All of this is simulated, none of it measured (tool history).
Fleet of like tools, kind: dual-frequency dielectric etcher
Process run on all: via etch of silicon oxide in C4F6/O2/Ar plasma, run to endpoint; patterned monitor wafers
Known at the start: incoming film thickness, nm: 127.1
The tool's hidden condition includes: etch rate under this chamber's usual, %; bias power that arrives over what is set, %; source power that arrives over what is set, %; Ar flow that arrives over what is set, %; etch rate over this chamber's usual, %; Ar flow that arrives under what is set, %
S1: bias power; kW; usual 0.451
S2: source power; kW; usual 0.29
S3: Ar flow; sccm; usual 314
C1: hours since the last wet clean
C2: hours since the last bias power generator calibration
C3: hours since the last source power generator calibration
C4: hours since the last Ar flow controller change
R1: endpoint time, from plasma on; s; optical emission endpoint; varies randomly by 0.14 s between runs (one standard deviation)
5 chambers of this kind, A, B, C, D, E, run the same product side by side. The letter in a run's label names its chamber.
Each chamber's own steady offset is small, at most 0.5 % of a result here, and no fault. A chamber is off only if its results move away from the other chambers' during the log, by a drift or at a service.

run 1B hour=2.6 | S1=0.451 S2=0.29 S3=314 | C1=369 C2=396.2 C3=1374.8 C4=630.3 | R1=32.743
run 2D hour=5.1 | S1=0.451 S2=0.29 S3=314 | C1=556.5 C2=1636.6 C3=4534.9 C4=742.3 | R1=33.128
run 3C hour=10.2 | S1=0.451 S2=0.29 S3=314 | C1=508.6 C2=190.9 C3=263.3 C4=2232.3 | R1=32.975
-- hour=12.7 chamber C: Ar flow controller replaced
run 4E hour=15.4 | S1=0.451 S2=0.29 S3=314 | C1=188.8 C2=814.6 C3=1945 C4=869.1 | R1=33.08
-- hour=17.9 chamber C: wet clean of the chamber
run 5A hour=19 | S1=0.451 S2=0.29 S3=314 | C1=240.3 C2=753 C3=1045.6 C4=512.7 | R1=33.18
run 6B hour=22.2 | S1=0.451 S2=0.29 S3=314 | C1=388.6 C2=415.8 C3=1394.4 C4=649.9 | R1=32.471
run 7A hour=26.4 | S1=0.451 S2=0.29 S3=314 | C1=247.7 C2=760.4 C3=1053 C4=520.1 | R1=33.147
run 8D hour=29 | S1=0.451 S2=0.29 S3=314 | C1=580.4 C2=1660.5 C3=4558.8 C4=766.2 | R1=32.744
run 9E hour=32 | S1=0.451 S2=0.29 S3=314 | C1=205.4 C2=831.2 C3=1961.6 C4=885.7 | R1=33.036
run 10C hour=37.1 | S1=0.451 S2=0.29 S3=314 | C1=19.2 C2=217.8 C3=290.2 C4=24.5 | R1=32.958
run 11D hour=42.4 | S1=0.451 S2=0.24 S3=281 | C1=593.8 C2=1673.9 C3=4572.2 C4=779.6 | R1=34.677
run 12C hour=45.9 | S1=0.451 S2=0.24 S3=281 | C1=28 C2=226.6 C3=299 C4=33.3 | R1=34.979
run 13A hour=50.2 | S1=0.451 S2=0.24 S3=281 | C1=271.5 C2=784.2 C3=1076.8 C4=543.9 | R1=35.162
-- hour=51.2 chamber D: source power generator calibrated
run 14E hour=54.6 | S1=0.451 S2=0.24 S3=281 | C1=228 C2=853.8 C3=1984.2 C4=908.3 | R1=34.831
run 15B hour=58.2 | S1=0.451 S2=0.24 S3=281 | C1=424.6 C2=451.8 C3=1430.4 C4=685.9 | R1=34.559
-- hour=60.3 chamber D: wet clean of the chamber
run 16D hour=61.6 | S1=0.451 S2=0.29 S3=314 | C1=1.4 C2=1693.1 C3=10.4 C4=798.8 | R1=33.551
run 17C hour=65 | S1=0.451 S2=0.29 S3=314 | C1=47.1 C2=245.7 C3=318.1 C4=52.4 | R1=32.835
run 18B hour=69.7 | S1=0.451 S2=0.29 S3=314 | C1=436.1 C2=463.3 C3=1441.9 C4=697.4 | R1=32.792
run 19E hour=74.6 | S1=0.451 S2=0.31 S3=376 | C1=248 C2=873.8 C3=2004.2 C4=928.3 | R1=32.703
run 20A hour=79.6 | S1=0.451 S2=0.31 S3=376 | C1=300.9 C2=813.6 C3=1106.2 C4=573.3 | R1=32.578
run 21B hour=83.3 | S1=0.451 S2=0.31 S3=376 | C1=449.7 C2=476.9 C3=1455.5 C4=711 | R1=32.643
run 22C hour=87.6 | S1=0.451 S2=0.31 S3=376 | C1=69.7 C2=268.3 C3=340.7 C4=75 | R1=32.933
run 23E hour=91.8 | S1=0.451 S2=0.31 S3=376 | C1=265.2 C2=891 C3=2021.4 C4=945.5 | R1=32.671
run 24D hour=97.2 | S1=0.451 S2=0.29 S3=314 | C1=37 C2=1728.7 C3=46 C4=834.4 | R1=33.664
run 25A hour=99.8 | S1=0.451 S2=0.29 S3=314 | C1=321.1 C2=833.8 C3=1126.4 C4=593.5 | R1=32.973
run 26C hour=105.1 | S1=0.451 S2=0.29 S3=314 | C1=87.2 C2=285.8 C3=358.2 C4=92.5 | R1=32.786
run 27B hour=108.8 | S1=0.451 S2=0.29 S3=376 | C1=475.2 C2=502.4 C3=1481 C4=736.5 | R1=33.224
-- hour=109.5 chamber A: wet clean of the chamber
run 28E hour=112.7 | S1=0.451 S2=0.29 S3=376 | C1=286.1 C2=911.9 C3=2042.3 C4=966.4 | R1=33.316
run 29D hour=115.2 | S1=0.451 S2=0.29 S3=376 | C1=55 C2=1746.7 C3=64 C4=852.4 | R1=34.498
run 30A hour=120.1 | S1=0.451 S2=0.29 S3=376 | C1=10.6 C2=854.1 C3=1146.7 C4=613.8 | R1=33.673
run 31C hour=123.8 | S1=0.451 S2=0.29 S3=376 | C1=105.9 C2=304.5 C3=376.9 C4=111.2 | R1=33.511
run 32D hour=126.2 | S1=0.451 S2=0.29 S3=314 | C1=66 C2=1757.7 C3=75 C4=863.4 | R1=33.687
run 33E hour=131.8 | S1=0.451 S2=0.29 S3=314 | C1=305.2 C2=931 C3=2061.4 C4=985.5 | R1=32.918
run 34A hour=136.1 | S1=0.451 S2=0.29 S3=314 | C1=26.6 C2=870.1 C3=1162.7 C4=629.8 | R1=33.061
run 35B hour=140.7 | S1=0.451 S2=0.29 S3=314 | C1=507.1 C2=534.3 C3=1512.9 C4=768.4 | R1=32.684
run 36E hour=144.1 | S1=0.451 S2=0.23 S3=314 | C1=317.5 C2=943.3 C3=2073.7 C4=997.8 | R1=36.182
run 37D hour=148.6 | S1=0.451 S2=0.23 S3=314 | C1=88.4 C2=1780.1 C3=97.4 C4=885.8 | R1=36.741
run 38B hour=151.7 | S1=0.451 S2=0.23 S3=314 | C1=518.1 C2=545.3 C3=1523.9 C4=779.4 | R1=35.746
run 39C hour=155.6 | S1=0.451 S2=0.23 S3=314 | C1=137.7 C2=336.3 C3=408.7 C4=143 | R1=35.861
run 40A hour=159.2 | S1=0.451 S2=0.23 S3=314 | C1=49.7 C2=893.2 C3=1185.8 C4=652.9 | R1=35.992

For the next run the whole fleet of 5 chambers uses the same settings. Give each chamber's results:
run 41A hour=163.1 | S1=0.451 S2=0.29 S3=314 | R1=?
run 41B hour=163.1 | S1=0.451 S2=0.29 S3=314 | R1=?
run 41C hour=163.1 | S1=0.451 S2=0.29 S3=314 | R1=?
run 41D hour=163.1 | S1=0.451 S2=0.29 S3=314 | R1=?
run 41E hour=163.1 | S1=0.451 S2=0.29 S3=314 | R1=?

run=41A R1=32.96
run=41B R1=32.964
run=41C R1=32.769
run=41D R1=33.665
run=41E R1=32.88
